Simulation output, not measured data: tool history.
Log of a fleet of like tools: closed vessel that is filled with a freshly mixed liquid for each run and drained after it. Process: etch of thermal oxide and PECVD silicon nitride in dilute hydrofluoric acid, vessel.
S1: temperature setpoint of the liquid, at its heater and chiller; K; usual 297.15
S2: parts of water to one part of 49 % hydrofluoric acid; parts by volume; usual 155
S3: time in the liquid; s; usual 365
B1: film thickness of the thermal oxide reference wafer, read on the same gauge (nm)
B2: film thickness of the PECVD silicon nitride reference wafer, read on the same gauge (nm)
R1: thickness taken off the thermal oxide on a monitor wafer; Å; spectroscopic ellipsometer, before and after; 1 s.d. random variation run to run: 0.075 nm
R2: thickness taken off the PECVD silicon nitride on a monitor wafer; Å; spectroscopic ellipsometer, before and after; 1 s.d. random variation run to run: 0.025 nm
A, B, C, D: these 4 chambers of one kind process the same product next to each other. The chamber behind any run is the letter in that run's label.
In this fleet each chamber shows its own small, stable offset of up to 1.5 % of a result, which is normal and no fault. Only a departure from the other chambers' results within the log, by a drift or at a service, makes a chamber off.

run,day,S1,S2,S3,B1,B2,R1,R2
1D,0.167,297.15,155,365,39.998,120.01,108.180,42.505
2B,0.338,297.15,155,365,39.977,120.02,108.250,42.819
3C,0.450,297.15,155,365,39.992,120.00,106.630,42.848
4A,0.562,297.15,155,365,39.968,120.00,109.050,42.545
5C,0.671,297.15,155,365,39.997,120.01,107.290,42.251
6D,0.771,297.15,155,365,40.001,119.99,110.430,42.259
7B,0.942,297.15,155,365,39.998,120.00,107.610,42.618
8A,1.079,297.15,155,365,39.979,120.00,110.700,42.550
9B,1.283,297.15,155,215,39.985,120.02,64.444,24.960
10D,1.383,297.15,155,215,39.993,120.00,64.525,24.759
11A,1.504,297.15,155,215,40.026,120.01,64.763,25.124
12C,1.658,297.15,155,215,40.008,119.98,64.586,25.331
13B,1.783,297.15,155,365,40.008,120.00,109.590,42.676
14D,1.921,297.15,155,365,40.022,120.00,108.700,42.462
15A,2.075,297.15,155,365,40.021,120.00,110.070,42.315
16C,2.275,297.15,155,175,39.986,119.99,52.577,20.652
17A,2.367,297.15,155,175,39.998,120.00,52.745,20.246
18D,2.492,297.15,155,175,40.016,119.98,52.021,20.274
19B,2.588,297.15,155,175,40.018,119.99,51.793,20.162
20C,2.704,297.15,155,365,39.990,120.01,111.740,43.631
21C,2.871,297.15,155,365,39.990,120.00,111.390,43.682
22A,2.967,297.15,155,365,39.996,120.00,109.980,42.147
23D,3.150,297.15,155,365,39.990,120.00,108.640,42.619
24B,3.296,297.15,155,365,40.005,120.01,109.030,42.974
25D,3.500,297.15,155,365,39.992,119.97,109.750,42.275
26A,3.642,297.15,155,365,40.006,120.00,109.260,42.730
27C,3.800,297.15,155,365,39.995,120.00,113.000,44.243
# day 3.850: chamber A: hydrofluoric acid flow meter replaced
28B,3.979,297.15,155,365,40.012,120.00,108.830,42.157
29B,4.142,297.15,155,365,39.998,120.00,109.220,42.621
30D,4.300,297.15,155,365,39.998,120.00,109.660,42.526
31C,4.454,297.15,155,365,40.001,119.99,114.920,44.290
32A,4.583,297.15,155,365,39.982,120.02,109.930,42.364
33C,4.688,297.15,155,365,40.010,119.99,116.490,44.463
34D,4.817,297.15,155,365,39.992,120.01,109.150,42.116
35A,4.938,297.15,155,365,39.983,120.00,109.570,42.368
36B,5.146,297.15,155,365,40.030,120.00,107.770,42.389
37A,5.308,297.15,155,365,40.011,119.98,110.240,42.280
38B,5.483,297.15,155,365,40.001,120.00,108.180,42.735

All chambers now run identical settings, listed one chamber a line with results as question marks. What results will each chamber show?
39A,5.633,297.15,155,160,,,?,?
39B,5.633,297.15,155,160,,,?,?
39C,5.633,297.15,155,160,,,?,?
39D,5.633,297.15,155,160,,,?,?

run,R1,R2
39A,48.009,18.548
39B,47.760,18.528
39C,51.607,20.080
39D,48.280,18.603
